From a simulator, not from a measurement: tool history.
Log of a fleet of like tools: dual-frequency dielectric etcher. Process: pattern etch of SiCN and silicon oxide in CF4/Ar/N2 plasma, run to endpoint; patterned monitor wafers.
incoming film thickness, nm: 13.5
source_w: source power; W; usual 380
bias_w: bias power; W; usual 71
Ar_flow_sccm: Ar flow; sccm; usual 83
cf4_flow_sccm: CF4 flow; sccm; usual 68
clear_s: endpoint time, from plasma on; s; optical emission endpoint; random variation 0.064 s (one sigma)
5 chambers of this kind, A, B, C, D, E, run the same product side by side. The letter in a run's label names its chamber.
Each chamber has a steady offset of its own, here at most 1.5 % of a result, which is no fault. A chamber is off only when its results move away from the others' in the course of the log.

| run | hour | source_w | bias_w | Ar_flow_sccm | cf4_flow_sccm | clear_s |
|---|---|---|---|---|---|---|
| 1E | 12.3 | 380 | 71 | 83 | 68 | 18.093 |
| 2A | 19.5 | 380 | 71 | 83 | 68 | 17.742 |
| 3C | 27.9 | 380 | 71 | 83 | 68 | 17.846 |
| 4D | 37.7 | 380 | 71 | 83 | 68 | 17.900 |
| 5B | 51.4 | 380 | 71 | 83 | 68 | 17.722 |
| 6C | 63.5 | 380 | 71 | 83 | 68 | 17.946 |
| 7D | 77.5 | 380 | 71 | 83 | 68 | 17.826 |
| 8E | 85.8 | 380 | 71 | 83 | 68 | 17.995 |
| 9A | 98.1 | 380 | 71 | 83 | 68 | 17.716 |
| 10B | 106.5 | 380 | 71 | 83 | 68 | 17.572 |
| 11D | 118.6 | 380 | 71 | 83 | 68 | 17.941 |
| 12E | 131.1 | 350 | 71 | 83 | 60 | 19.842 |
|  | 137.0 | chamber A: wet clean of the chamber |
| 13C | 141.2 | 350 | 71 | 83 | 60 | 19.521 |
| 14B | 155.0 | 350 | 71 | 83 | 60 | 19.292 |
| 15A | 161.6 | 350 | 71 | 83 | 60 | 20.056 |
| 16D | 171.4 | 350 | 71 | 83 | 60 | 19.612 |
|  | 172.2 | chamber C: bias power generator calibrated |
|  | 172.5 | chamber B: wet clean of the chamber |
| 17B | 179.2 | 380 | 71 | 83 | 68 | 17.698 |
|  | 184.7 | chamber D: wet clean of the chamber |
|  | 186.7 | chamber C: wet clean of the chamber |
| 18E | 188.9 | 380 | 71 | 83 | 68 | 18.058 |
| 19A | 196.9 | 380 | 71 | 83 | 68 | 18.134 |
|  | 198.0 | chamber A: source power generator calibrated |
| 20C | 203.4 | 380 | 71 | 83 | 68 | 17.957 |
| 21B | 216.9 | 380 | 71 | 83 | 85 | 17.281 |
| 22C | 224.9 | 380 | 71 | 83 | 85 | 17.293 |
| 23A | 231.3 | 380 | 71 | 83 | 85 | 17.702 |
| 24E | 240.4 | 380 | 71 | 83 | 85 | 17.635 |
| 25D | 247.3 | 380 | 71 | 83 | 85 | 17.332 |
| 26A | 254.6 | 380 | 71 | 83 | 68 | 18.239 |
| 27B | 260.8 | 380 | 71 | 94 | 68 | 18.002 |
| 28E | 270.5 | 380 | 71 | 94 | 68 | 18.395 |
| 29C | 281.6 | 380 | 71 | 94 | 68 | 18.284 |
| 30D | 288.4 | 380 | 71 | 94 | 68 | 18.219 |
| 31C | 296.6 | 380 | 71 | 94 | 68 | 18.255 |
| 32D | 308.2 | 380 | 71 | 83 | 68 | 17.930 |
| 33E | 314.9 | 380 | 71 | 83 | 68 | 18.072 |
| 34A | 327.5 | 380 | 71 | 83 | 68 | 18.295 |
| 35B | 340.4 | 380 | 71 | 83 | 68 | 17.743 |
| 36D | 354.4 | 380 | 71 | 83 | 68 | 17.878 |

Next, every chamber runs the same settings. What will each give?
| 37A | 364.5 | 380 | 71 | 83 | 68 | ? |
| 37B | 364.5 | 380 | 71 | 83 | 68 | ? |
| 37C | 364.5 | 380 | 71 | 83 | 68 | ? |
| 37D | 364.5 | 380 | 71 | 83 | 68 | ? |
| 37E | 364.5 | 380 | 71 | 83 | 68 | ? |

| run | clear_s |
|---|---|
| 37A | 18.285 |
| 37B | 17.700 |
| 37C | 17.888 |
| 37D | 17.862 |
| 37E | 18.015 |
